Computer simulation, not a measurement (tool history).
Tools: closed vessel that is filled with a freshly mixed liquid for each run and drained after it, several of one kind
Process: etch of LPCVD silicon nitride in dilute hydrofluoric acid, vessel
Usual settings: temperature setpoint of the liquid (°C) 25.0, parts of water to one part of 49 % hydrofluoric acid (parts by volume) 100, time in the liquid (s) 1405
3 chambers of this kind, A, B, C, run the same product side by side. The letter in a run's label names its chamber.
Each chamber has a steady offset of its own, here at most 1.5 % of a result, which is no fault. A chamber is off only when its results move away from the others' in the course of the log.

| run | hour | temperature setpoint of the liquid (°C) | parts of water to one part of 49 % hydrofluoric acid (parts by volume) | time in the liquid (s) | hours since the thermometer was replaced | hours since the hydrofluoric acid flow meter was replaced | read-back film thickness of the LPCVD silicon nitride reference wafer, read on the same gauge (nm) | thickness taken off the LPCVD silicon nitride on a monitor wafer (nm) |
|---|---|---|---|---|---|---|---|---|
| 1B | 5.7 | 25.0 | 100 | 1405 | 464.4 | 1218.0 | 140.02 | 7.9400 |
| 2A | 11.6 | 25.0 | 100 | 1405 | 81.3 | 182.4 | 139.99 | 8.0470 |
| 3C | 15.6 | 25.0 | 100 | 1405 | 1043.3 | 923.9 | 140.01 | 7.8945 |
| 4A | 23.2 | 25.0 | 100 | 1405 | 92.9 | 194.0 | 139.96 | 8.0111 |
| 5B | 31.9 | 25.0 | 100 | 1405 | 490.6 | 1244.2 | 140.00 | 8.0255 |
| 6C | 40.4 | 25.0 | 100 | 1405 | 1068.1 | 948.7 | 139.99 | 7.9720 |
| 7C | 44.4 | 25.0 | 100 | 1405 | 1072.1 | 952.7 | 139.99 | 8.0036 |
| 8B | 49.9 | 25.0 | 100 | 1405 | 508.6 | 1262.2 | 139.92 | 8.1027 |
| 9A | 58.6 | 27.0 | 100 | 1405 | 128.3 | 229.4 | 140.04 | 9.2114 |
| 10A | 65.0 | 27.0 | 100 | 1405 | 134.7 | 235.8 | 139.97 | 9.1673 |
| 11C | 70.0 | 27.0 | 100 | 1405 | 1097.7 | 978.3 | 140.00 | 9.0799 |
| 12B | 76.9 | 25.0 | 100 | 1405 | 535.6 | 1289.2 | 139.99 | 8.0083 |
| 13A | 85.7 | 25.0 | 100 | 1405 | 155.4 | 256.5 | 139.94 | 8.0639 |
| 14C | 89.8 | 25.0 | 100 | 1405 | 1117.5 | 998.1 | 140.02 | 7.9658 |
| 15B | 96.9 | 25.0 | 100 | 1405 | 555.6 | 1309.2 | 140.00 | 7.9034 |
| 16B | 105.0 | 25.0 | 100 | 1405 | 563.7 | 1317.3 | 140.02 | 7.9843 |
| 17C | 109.8 | 29.5 | 100 | 1990 | 1137.5 | 1018.1 | 140.00 | 15.3450 |
| 18A | 114.8 | 29.5 | 100 | 1990 | 184.5 | 285.6 | 140.03 | 15.1390 |
| 19A | 123.6 | 29.5 | 100 | 1990 | 193.3 | 294.4 | 140.04 | 15.2930 |
| 20C | 129.2 | 25.0 | 135 | 1405 | 1156.9 | 1037.5 | 140.03 | 6.1547 |
| 21B | 136.2 | 25.0 | 135 | 1405 | 594.9 | 1348.5 | 140.02 | 5.8691 |
| 22B | 144.2 | 25.0 | 135 | 1405 | 602.9 | 1356.5 | 140.00 | 5.9653 |
| 23A | 149.2 | 25.0 | 100 | 1405 | 218.9 | 320.0 | 139.93 | 8.1035 |
| 24C | 153.9 | 25.0 | 60 | 1880 | 1181.6 | 1062.2 | 139.99 | 18.2670 |
| 25A | 157.9 | 25.0 | 60 | 1880 | 227.6 | 328.7 | 140.02 | 17.9150 |
| 26C | 163.9 | 25.0 | 60 | 1880 | 1191.6 | 1072.2 | 140.00 | 18.1190 |
| 27B | 172.7 | 25.0 | 100 | 2145 | 631.4 | 1385.0 | 140.09 | 12.1900 |
| 28B | 179.0 | 25.0 | 100 | 2145 | 637.7 | 1391.3 | 140.03 | 12.1970 |
| 29C | 183.8 | 25.0 | 100 | 2145 | 1211.5 | 1092.1 | 140.00 | 12.7310 |
| 30A | 189.0 | 25.0 | 100 | 1405 | 258.7 | 359.8 | 140.02 | 8.0975 |
| 31B | 197.8 | 25.0 | 100 | 1405 | 656.5 | 1410.1 | 140.02 | 7.9676 |
| 32C | 205.6 | 25.0 | 100 | 1405 | 1233.3 | 1113.9 | 140.06 | 8.4862 |
| 33A | 213.7 | 25.0 | 100 | 1405 | 283.4 | 384.5 | 140.03 | 8.1115 |
| 34C | 222.5 | 25.0 | 100 | 1405 | 1250.2 | 1130.8 | 140.00 | 8.3925 |
| 35B | 226.9 | 25.0 | 100 | 1405 | 685.6 | 1439.2 | 139.99 | 8.0770 |

What goes on in this fleet: one chamber off, a drifting gauge, or nothing beyond the chambers' own small offsets? Name the chamber and the cause, if any.

Chamber C drifts away from the others.
Cause: liquid hotter than its thermometer reads (K) = 1.09.
The log may not tell that from: hydrofluoric acid flow above the setpoint (%).

Here are 4 candidates for chamber C's next run, each the usual settings with a change, their results left as question marks. Which one brings its results back in line with what the others give on the usual settings?
In line means no further than this from the other chambers' mean on the usual settings: thickness taken off the LPCVD silicon nitride on a monitor wafer (nm) 0.1900
| 36C-1 | 233.2 | 25.0 | 100 | 1415 |  |  |  | ? |
| 36C-2 | 233.2 | 25.0 | 100 | 1395 |  |  |  | ? |
| 36C-3 | 233.2 | 25.0 | 100 | 1335 |  |  |  | ? |
| 36C-4 | 233.2 | 25.0 | 100 | 1480 |  |  |  | ? |

The other chambers' mean on the usual settings: thickness taken off the LPCVD silicon nitride on a monitor wafer (nm) 8.0370
| run | thickness taken off the LPCVD silicon nitride on a monitor wafer (nm) |
|---|---|
| 36C-1 | 8.5235 |
| 36C-2 | 8.4031 |
| 36C-3 | 8.0416 |
| 36C-4 | 8.9151 |
36C-3 brings the chamber back in line.
